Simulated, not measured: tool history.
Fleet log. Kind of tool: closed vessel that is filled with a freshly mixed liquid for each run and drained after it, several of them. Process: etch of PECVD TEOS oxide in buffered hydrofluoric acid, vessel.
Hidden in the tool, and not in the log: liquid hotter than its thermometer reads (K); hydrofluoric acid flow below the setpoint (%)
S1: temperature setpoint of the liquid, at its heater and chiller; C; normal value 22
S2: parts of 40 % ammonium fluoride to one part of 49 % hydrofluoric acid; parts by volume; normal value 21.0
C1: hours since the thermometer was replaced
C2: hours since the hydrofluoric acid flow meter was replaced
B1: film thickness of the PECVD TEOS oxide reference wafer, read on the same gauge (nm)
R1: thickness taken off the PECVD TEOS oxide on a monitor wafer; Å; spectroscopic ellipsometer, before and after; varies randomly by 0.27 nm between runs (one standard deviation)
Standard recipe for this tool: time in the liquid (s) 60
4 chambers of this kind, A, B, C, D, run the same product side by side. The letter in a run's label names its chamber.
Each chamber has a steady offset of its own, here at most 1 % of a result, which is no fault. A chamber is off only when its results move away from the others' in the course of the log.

{"run": "1B", "hour": 6.5, "S1": 22, "S2": 21.0, "time in the liquid (s)": 60, "C1": 1484.8, "C2": 487.4, "B1": 70.041, "R1": 619.05}
{"run": "2D", "hour": 15.8, "S1": 22, "S2": 21.0, "time in the liquid (s)": 60, "C1": 121.4, "C2": 731.4, "B1": 69.981, "R1": 615.59}
{"run": "3C", "hour": 28.5, "S1": 22, "S2": 21.0, "time in the liquid (s)": 60, "C1": 68.2, "C2": 1251.4, "B1": 69.959, "R1": 612.81}
{"run": "4A", "hour": 36.3, "S1": 22, "S2": 21.0, "time in the liquid (s)": 60, "C1": 329.7, "C2": 1059.4, "B1": 70.008, "R1": 610.86}
{"run": "5B", "hour": 48.2, "S1": 22, "S2": 21.0, "time in the liquid (s)": 60, "C1": 1526.5, "C2": 529.1, "B1": 70.021, "R1": 613.56}
{"run": "6A", "hour": 59.0, "S1": 22, "S2": 21.0, "time in the liquid (s)": 60, "C1": 352.4, "C2": 1082.1, "B1": 69.992, "R1": 613.07}
{"run": "7C", "hour": 69.5, "S1": 22, "S2": 21.0, "time in the liquid (s)": 60, "C1": 109.2, "C2": 1292.4, "B1": 69.92, "R1": 607.1}
{"run": "8D", "hour": 81.0, "S1": 22, "S2": 21.0, "time in the liquid (s)": 60, "C1": 186.6, "C2": 796.6, "B1": 69.997, "R1": 613.84}
{"hour": 84.2, "done": "chamber B: hydrofluoric acid flow meter replaced"}
{"run": "9B", "hour": 90.4, "S1": 22, "S2": 21.0, "time in the liquid (s)": 60, "C1": 1568.7, "C2": 6.2, "B1": 70.051, "R1": 621.61}
{"run": "10A", "hour": 102.4, "S1": 22, "S2": 21.0, "time in the liquid (s)": 60, "C1": 395.8, "C2": 1125.5, "B1": 70.025, "R1": 612.73}
{"run": "11C", "hour": 115.1, "S1": 22, "S2": 21.0, "time in the liquid (s)": 60, "C1": 154.8, "C2": 1338.0, "B1": 70.028, "R1": 601.87}
{"run": "12D", "hour": 122.5, "S1": 22, "S2": 21.0, "time in the liquid (s)": 60, "C1": 228.1, "C2": 838.1, "B1": 69.971, "R1": 613.97}
{"run": "13B", "hour": 132.0, "S1": 22, "S2": 21.0, "time in the liquid (s)": 60, "C1": 1610.3, "C2": 47.8, "B1": 70.012, "R1": 617.0}
{"run": "14D", "hour": 142.1, "S1": 24, "S2": 18.0, "time in the liquid (s)": 60, "C1": 247.7, "C2": 857.7, "B1": 69.95, "R1": 791.62}
{"run": "15C", "hour": 153.8, "S1": 24, "S2": 18.0, "time in the liquid (s)": 60, "C1": 193.5, "C2": 1376.7, "B1": 70.026, "R1": 768.75}
{"run": "16A", "hour": 161.2, "S1": 24, "S2": 18.0, "time in the liquid (s)": 60, "C1": 454.6, "C2": 1184.3, "B1": 70.004, "R1": 784.53}
{"run": "17B", "hour": 167.8, "S1": 24, "S2": 18.0, "time in the liquid (s)": 60, "C1": 1646.1, "C2": 83.6, "B1": 69.948, "R1": 796.09}
{"run": "18A", "hour": 174.9, "S1": 22, "S2": 21.0, "time in the liquid (s)": 60, "C1": 468.3, "C2": 1198.0, "B1": 70.048, "R1": 611.94}
{"run": "19C", "hour": 183.9, "S1": 22, "S2": 26.0, "time in the liquid (s)": 40, "C1": 223.6, "C2": 1406.8, "B1": 69.954, "R1": 345.5}
{"run": "20D", "hour": 196.8, "S1": 22, "S2": 26.0, "time in the liquid (s)": 40, "C1": 302.4, "C2": 912.4, "B1": 69.96, "R1": 353.14}
{"run": "21D", "hour": 204.7, "S1": 22, "S2": 26.0, "time in the liquid (s)": 40, "C1": 310.3, "C2": 920.3, "B1": 69.983, "R1": 357.69}
{"run": "22B", "hour": 216.7, "S1": 22, "S2": 26.0, "time in the liquid (s)": 40, "C1": 1695.0, "C2": 132.5, "B1": 69.984, "R1": 353.51}
{"run": "23C", "hour": 228.9, "S1": 22, "S2": 21.0, "time in the liquid (s)": 60, "C1": 268.6, "C2": 1451.8, "B1": 70.012, "R1": 595.0}
{"run": "24A", "hour": 237.0, "S1": 22, "S2": 21.0, "time in the liquid (s)": 60, "C1": 530.4, "C2": 1260.1, "B1": 70.002, "R1": 612.56}
{"run": "25B", "hour": 243.5, "S1": 22, "S2": 21.0, "time in the liquid (s)": 60, "C1": 1721.8, "C2": 159.3, "B1": 69.975, "R1": 619.25}
{"run": "26C", "hour": 251.8, "S1": 22, "S2": 21.0, "time in the liquid (s)": 60, "C1": 291.5, "C2": 1474.7, "B1": 70.017, "R1": 594.59}
{"run": "27D", "hour": 257.6, "S1": 22, "S2": 21.0, "time in the liquid (s)": 60, "C1": 363.2, "C2": 973.2, "B1": 69.962, "R1": 613.23}
{"run": "28A", "hour": 266.8, "S1": 22, "S2": 21.0, "time in the liquid (s)": 60, "C1": 560.2, "C2": 1289.9, "B1": 69.986, "R1": 614.15}
{"run": "29D", "hour": 274.4, "S1": 22, "S2": 21.0, "time in the liquid (s)": 60, "C1": 380.0, "C2": 990.0, "B1": 70.009, "R1": 616.86}
{"run": "30C", "hour": 283.9, "S1": 22, "S2": 21.0, "time in the liquid (s)": 60, "C1": 323.6, "C2": 1506.8, "B1": 69.952, "R1": 592.09}
{"run": "31A", "hour": 295.6, "S1": 22, "S2": 21.0, "time in the liquid (s)": 60, "C1": 589.0, "C2": 1318.7, "B1": 70.003, "R1": 607.99}
{"run": "32B", "hour": 308.2, "S1": 22, "S2": 27.5, "time in the liquid (s)": 70, "C1": 1786.5, "C2": 224.0, "B1": 69.985, "R1": 595.77}
{"run": "33C", "hour": 314.4, "S1": 22, "S2": 27.5, "time in the liquid (s)": 70, "C1": 354.1, "C2": 1537.3, "B1": 69.979, "R1": 570.11}
{"run": "34A", "hour": 326.2, "S1": 22, "S2": 27.5, "time in the liquid (s)": 70, "C1": 619.6, "C2": 1349.3, "B1": 69.994, "R1": 596.0}

Each of the 4 chambers runs these same settings next. Fill in every chamber's results:
{"run": "35A", "hour": 335.6, "S1": 22, "S2": 21.0, "time in the liquid (s)": 60, "R1": "?"}
{"run": "35B", "hour": 335.6, "S1": 22, "S2": 21.0, "time in the liquid (s)": 60, "R1": "?"}
{"run": "35C", "hour": 335.6, "S1": 22, "S2": 21.0, "time in the liquid (s)": 60, "R1": "?"}
{"run": "35D", "hour": 335.6, "S1": 22, "S2": 21.0, "time in the liquid (s)": 60, "R1": "?"}

run=35A R1=612.70
run=35B R1=616.90
run=35C R1=591.06
run=35D R1=617.64
